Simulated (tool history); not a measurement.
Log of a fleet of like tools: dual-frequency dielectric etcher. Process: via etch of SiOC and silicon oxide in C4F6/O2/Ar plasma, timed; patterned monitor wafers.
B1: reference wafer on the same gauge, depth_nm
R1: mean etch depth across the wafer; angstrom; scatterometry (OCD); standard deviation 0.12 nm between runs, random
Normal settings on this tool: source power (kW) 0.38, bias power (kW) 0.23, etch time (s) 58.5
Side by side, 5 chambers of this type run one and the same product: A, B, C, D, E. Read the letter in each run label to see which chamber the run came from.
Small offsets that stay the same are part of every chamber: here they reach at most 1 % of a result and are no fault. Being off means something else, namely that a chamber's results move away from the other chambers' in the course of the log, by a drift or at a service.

{"run": "1E", "hour": 4.9, "source power (kW)": 0.38, "bias power (kW)": 0.23, "etch time (s)": 58.5, "B1": 74.901, "R1": 703.33}
{"run": "2C", "hour": 9.8, "source power (kW)": 0.38, "bias power (kW)": 0.23, "etch time (s)": 58.5, "B1": 74.902, "R1": 705.84}
{"run": "3A", "hour": 15.6, "source power (kW)": 0.38, "bias power (kW)": 0.23, "etch time (s)": 58.5, "B1": 74.943, "R1": 706.74}
{"run": "4B", "hour": 22.3, "source power (kW)": 0.38, "bias power (kW)": 0.23, "etch time (s)": 58.5, "B1": 74.977, "R1": 706.25}
{"run": "5D", "hour": 30.3, "source power (kW)": 0.38, "bias power (kW)": 0.23, "etch time (s)": 58.5, "B1": 74.955, "R1": 698.9}
{"hour": 33.4, "done": "chamber E: wet clean of the chamber"}
{"run": "6C", "hour": 39.7, "source power (kW)": 0.38, "bias power (kW)": 0.23, "etch time (s)": 58.5, "B1": 74.97, "R1": 706.73}
{"run": "7B", "hour": 46.8, "source power (kW)": 0.38, "bias power (kW)": 0.23, "etch time (s)": 58.5, "B1": 75.003, "R1": 708.23}
{"run": "8E", "hour": 56.8, "source power (kW)": 0.38, "bias power (kW)": 0.23, "etch time (s)": 58.5, "B1": 75.011, "R1": 704}
{"run": "9D", "hour": 66.5, "source power (kW)": 0.38, "bias power (kW)": 0.23, "etch time (s)": 58.5, "B1": 75.066, "R1": 697.7}
{"run": "10A", "hour": 71.2, "source power (kW)": 0.38, "bias power (kW)": 0.23, "etch time (s)": 58.5, "B1": 75.043, "R1": 708.78}
{"run": "11C", "hour": 77.7, "source power (kW)": 0.38, "bias power (kW)": 0.23, "etch time (s)": 58.5, "B1": 75.092, "R1": 706.51}
{"run": "12A", "hour": 87.7, "source power (kW)": 0.38, "bias power (kW)": 0.23, "etch time (s)": 58.5, "B1": 75.101, "R1": 706.11}
{"run": "13D", "hour": 93.7, "source power (kW)": 0.38, "bias power (kW)": 0.23, "etch time (s)": 58.5, "B1": 75.098, "R1": 699.1}
{"run": "14E", "hour": 99.3, "source power (kW)": 0.38, "bias power (kW)": 0.23, "etch time (s)": 58.5, "B1": 75.102, "R1": 705.2}
{"run": "15B", "hour": 105.0, "source power (kW)": 0.38, "bias power (kW)": 0.23, "etch time (s)": 58.5, "B1": 75.173, "R1": 707.68}
{"run": "16D", "hour": 113.4, "source power (kW)": 0.38, "bias power (kW)": 0.23, "etch time (s)": 58.5, "B1": 75.166, "R1": 698.83}
{"run": "17E", "hour": 118.1, "source power (kW)": 0.38, "bias power (kW)": 0.23, "etch time (s)": 58.5, "B1": 75.159, "R1": 703.53}
{"run": "18A", "hour": 126.8, "source power (kW)": 0.38, "bias power (kW)": 0.23, "etch time (s)": 58.5, "B1": 75.195, "R1": 708.01}
{"run": "19B", "hour": 135.5, "source power (kW)": 0.38, "bias power (kW)": 0.23, "etch time (s)": 58.5, "B1": 75.217, "R1": 708.71}
{"run": "20C", "hour": 140.2, "source power (kW)": 0.38, "bias power (kW)": 0.23, "etch time (s)": 58.5, "B1": 75.21, "R1": 708.06}
{"run": "21E", "hour": 145.6, "source power (kW)": 0.38, "bias power (kW)": 0.23, "etch time (s)": 58.5, "B1": 75.214, "R1": 704.38}
{"run": "22B", "hour": 151.5, "source power (kW)": 0.28, "bias power (kW)": 0.23, "etch time (s)": 58.5, "B1": 75.232, "R1": 632.87}
{"run": "23D", "hour": 156.1, "source power (kW)": 0.28, "bias power (kW)": 0.23, "etch time (s)": 58.5, "B1": 75.253, "R1": 622.88}
{"run": "24A", "hour": 165.1, "source power (kW)": 0.28, "bias power (kW)": 0.23, "etch time (s)": 58.5, "B1": 75.309, "R1": 631.4}
{"run": "25C", "hour": 169.8, "source power (kW)": 0.28, "bias power (kW)": 0.23, "etch time (s)": 58.5, "B1": 75.291, "R1": 630.02}
{"run": "26B", "hour": 176.7, "source power (kW)": 0.28, "bias power (kW)": 0.23, "etch time (s)": 58.5, "B1": 75.282, "R1": 634.56}
{"run": "27E", "hour": 185.4, "source power (kW)": 0.38, "bias power (kW)": 0.23, "etch time (s)": 58.5, "B1": 75.315, "R1": 705.9}
{"run": "28A", "hour": 192.5, "source power (kW)": 0.38, "bias power (kW)": 0.23, "etch time (s)": 58.5, "B1": 75.352, "R1": 709.92}
{"run": "29D", "hour": 199.7, "source power (kW)": 0.38, "bias power (kW)": 0.23, "etch time (s)": 58.5, "B1": 75.361, "R1": 702.24}
{"run": "30C", "hour": 204.4, "source power (kW)": 0.38, "bias power (kW)": 0.23, "etch time (s)": 58.5, "B1": 75.336, "R1": 709.83}
{"run": "31A", "hour": 213.4, "source power (kW)": 0.43, "bias power (kW)": 0.23, "etch time (s)": 71, "B1": 75.353, "R1": 903.97}
{"run": "32E", "hour": 220.7, "source power (kW)": 0.43, "bias power (kW)": 0.23, "etch time (s)": 71, "B1": 75.411, "R1": 901.71}
{"run": "33C", "hour": 228.4, "source power (kW)": 0.43, "bias power (kW)": 0.23, "etch time (s)": 71, "B1": 75.414, "R1": 903.16}

Next, every chamber runs the same settings. What will each give?
{"run": "34A", "hour": 235.9, "source power (kW)": 0.38, "bias power (kW)": 0.23, "etch time (s)": 58.5, "R1": "?"}
{"run": "34B", "hour": 235.9, "source power (kW)": 0.38, "bias power (kW)": 0.23, "etch time (s)": 58.5, "R1": "?"}
{"run": "34C", "hour": 235.9, "source power (kW)": 0.38, "bias power (kW)": 0.23, "etch time (s)": 58.5, "R1": "?"}
{"run": "34D", "hour": 235.9, "source power (kW)": 0.38, "bias power (kW)": 0.23, "etch time (s)": 58.5, "R1": "?"}
{"run": "34E", "hour": 235.9, "source power (kW)": 0.38, "bias power (kW)": 0.23, "etch time (s)": 58.5, "R1": "?"}

run=34A R1=709.34
run=34B R1=713.86
run=34C R1=711.89
run=34D R1=700.8
run=34E R1=707.97
